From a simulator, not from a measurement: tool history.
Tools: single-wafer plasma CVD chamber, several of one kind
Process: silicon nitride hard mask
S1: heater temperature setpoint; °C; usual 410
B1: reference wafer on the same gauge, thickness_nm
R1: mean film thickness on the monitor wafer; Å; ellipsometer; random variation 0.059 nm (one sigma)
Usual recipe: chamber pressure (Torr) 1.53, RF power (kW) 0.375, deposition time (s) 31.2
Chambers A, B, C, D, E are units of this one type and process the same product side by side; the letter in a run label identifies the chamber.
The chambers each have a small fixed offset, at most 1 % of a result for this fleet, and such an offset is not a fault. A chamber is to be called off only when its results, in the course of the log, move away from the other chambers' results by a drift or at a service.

run 1C day=0.308 | S1=410 chamber_pressure_(Torr)=1.53 RF_power_(kW)=0.375 deposition_time_(s)=31.2 | B1=45.891 | R1=409.33
run 2A day=0.579 | S1=410 chamber_pressure_(Torr)=1.53 RF_power_(kW)=0.375 deposition_time_(s)=31.2 | B1=45.903 | R1=404.41
run 3B day=1.025 | S1=410 chamber_pressure_(Torr)=1.53 RF_power_(kW)=0.375 deposition_time_(s)=31.2 | B1=45.915 | R1=408.15
run 4E day=1.583 | S1=410 chamber_pressure_(Torr)=1.53 RF_power_(kW)=0.375 deposition_time_(s)=31.2 | B1=45.914 | R1=409.02
run 5D day=1.904 | S1=410 chamber_pressure_(Torr)=1.53 RF_power_(kW)=0.375 deposition_time_(s)=31.2 | B1=45.923 | R1=409.65
run 6D day=2.462 | S1=403 chamber_pressure_(Torr)=1.53 RF_power_(kW)=0.375 deposition_time_(s)=27.2 | B1=45.933 | R1=359.20
run 7C day=3.058 | S1=403 chamber_pressure_(Torr)=1.53 RF_power_(kW)=0.375 deposition_time_(s)=27.2 | B1=45.964 | R1=358.77
run 8A day=3.629 | S1=403 chamber_pressure_(Torr)=1.53 RF_power_(kW)=0.375 deposition_time_(s)=27.2 | B1=45.971 | R1=354.06
run 9B day=4.183 | S1=403 chamber_pressure_(Torr)=1.53 RF_power_(kW)=0.375 deposition_time_(s)=27.2 | B1=45.985 | R1=357.19
run 10E day=4.779 | S1=403 chamber_pressure_(Torr)=1.53 RF_power_(kW)=0.375 deposition_time_(s)=27.2 | B1=45.977 | R1=358.85
run 11B day=5.258 | S1=410 chamber_pressure_(Torr)=1.53 RF_power_(kW)=0.375 deposition_time_(s)=31.2 | B1=45.990 | R1=408.49
run 12D day=5.675 | S1=410 chamber_pressure_(Torr)=1.53 RF_power_(kW)=0.375 deposition_time_(s)=31.2 | B1=45.989 | R1=410.33
run 13A day=6.179 | S1=410 chamber_pressure_(Torr)=1.53 RF_power_(kW)=0.375 deposition_time_(s)=31.2 | B1=46.000 | R1=405.84
run 14C day=6.771 | S1=410 chamber_pressure_(Torr)=1.53 RF_power_(kW)=0.345 deposition_time_(s)=31.2 | B1=46.025 | R1=389.99
run 15E day=7.329 | S1=410 chamber_pressure_(Torr)=1.53 RF_power_(kW)=0.345 deposition_time_(s)=31.2 | B1=46.035 | R1=388.43
run 16C day=7.704 | S1=410 chamber_pressure_(Torr)=1.53 RF_power_(kW)=0.345 deposition_time_(s)=31.2 | B1=46.037 | R1=390.70
run 17B day=8.304 | S1=410 chamber_pressure_(Torr)=1.53 RF_power_(kW)=0.345 deposition_time_(s)=31.2 | B1=46.052 | R1=386.61
run 18A day=8.754 | S1=410 chamber_pressure_(Torr)=1.53 RF_power_(kW)=0.345 deposition_time_(s)=31.2 | B1=46.050 | R1=386.98
run 19E day=9.208 | S1=410 chamber_pressure_(Torr)=1.53 RF_power_(kW)=0.375 deposition_time_(s)=31.2 | B1=46.059 | R1=409.87
run 20D day=9.592 | S1=410 chamber_pressure_(Torr)=1.53 RF_power_(kW)=0.375 deposition_time_(s)=31.2 | B1=46.057 | R1=411.92
run 21D day=10.183 | S1=410 chamber_pressure_(Torr)=1.53 RF_power_(kW)=0.375 deposition_time_(s)=31.2 | B1=46.072 | R1=411.26
run 22C day=10.546 | S1=410 chamber_pressure_(Torr)=1.53 RF_power_(kW)=0.375 deposition_time_(s)=31.2 | B1=46.084 | R1=411.68
-- day=10.775 chamber C: RF generator calibrated
run 23B day=10.996 | S1=410 chamber_pressure_(Torr)=1.53 RF_power_(kW)=0.375 deposition_time_(s)=31.2 | B1=46.088 | R1=409.62
run 24A day=11.492 | S1=410 chamber_pressure_(Torr)=1.53 RF_power_(kW)=0.375 deposition_time_(s)=31.2 | B1=46.095 | R1=405.50
run 25E day=11.800 | S1=410 chamber_pressure_(Torr)=1.53 RF_power_(kW)=0.375 deposition_time_(s)=31.2 | B1=46.107 | R1=410.42
run 26A day=12.338 | S1=410 chamber_pressure_(Torr)=1.53 RF_power_(kW)=0.375 deposition_time_(s)=31.2 | B1=46.142 | R1=407.20
run 27E day=12.875 | S1=410 chamber_pressure_(Torr)=1.78 RF_power_(kW)=0.375 deposition_time_(s)=31.2 | B1=46.118 | R1=428.86
run 28B day=13.254 | S1=410 chamber_pressure_(Torr)=1.78 RF_power_(kW)=0.375 deposition_time_(s)=31.2 | B1=46.128 | R1=427.38
run 29D day=13.838 | S1=410 chamber_pressure_(Torr)=1.78 RF_power_(kW)=0.375 deposition_time_(s)=31.2 | B1=46.155 | R1=429.40
run 30C day=14.417 | S1=410 chamber_pressure_(Torr)=1.78 RF_power_(kW)=0.375 deposition_time_(s)=31.2 | B1=46.153 | R1=430.23
run 31A day=14.771 | S1=410 chamber_pressure_(Torr)=1.78 RF_power_(kW)=0.375 deposition_time_(s)=31.2 | B1=46.136 | R1=424.17
run 32C day=15.354 | S1=410 chamber_pressure_(Torr)=1.53 RF_power_(kW)=0.375 deposition_time_(s)=34.1 | B1=46.143 | R1=450.26

Has any chamber moved away from the others, gradually or after a service, or does the common gauge drift, or do the chambers differ only by their own small steady offsets? State the chamber and the most likely cause if one applies.

No chamber is off; the gauge reading every chamber's wafers drifts, which makes the whole fleet appear to move together.
Likeliest cause: gauge reads high (%) = 0.594.

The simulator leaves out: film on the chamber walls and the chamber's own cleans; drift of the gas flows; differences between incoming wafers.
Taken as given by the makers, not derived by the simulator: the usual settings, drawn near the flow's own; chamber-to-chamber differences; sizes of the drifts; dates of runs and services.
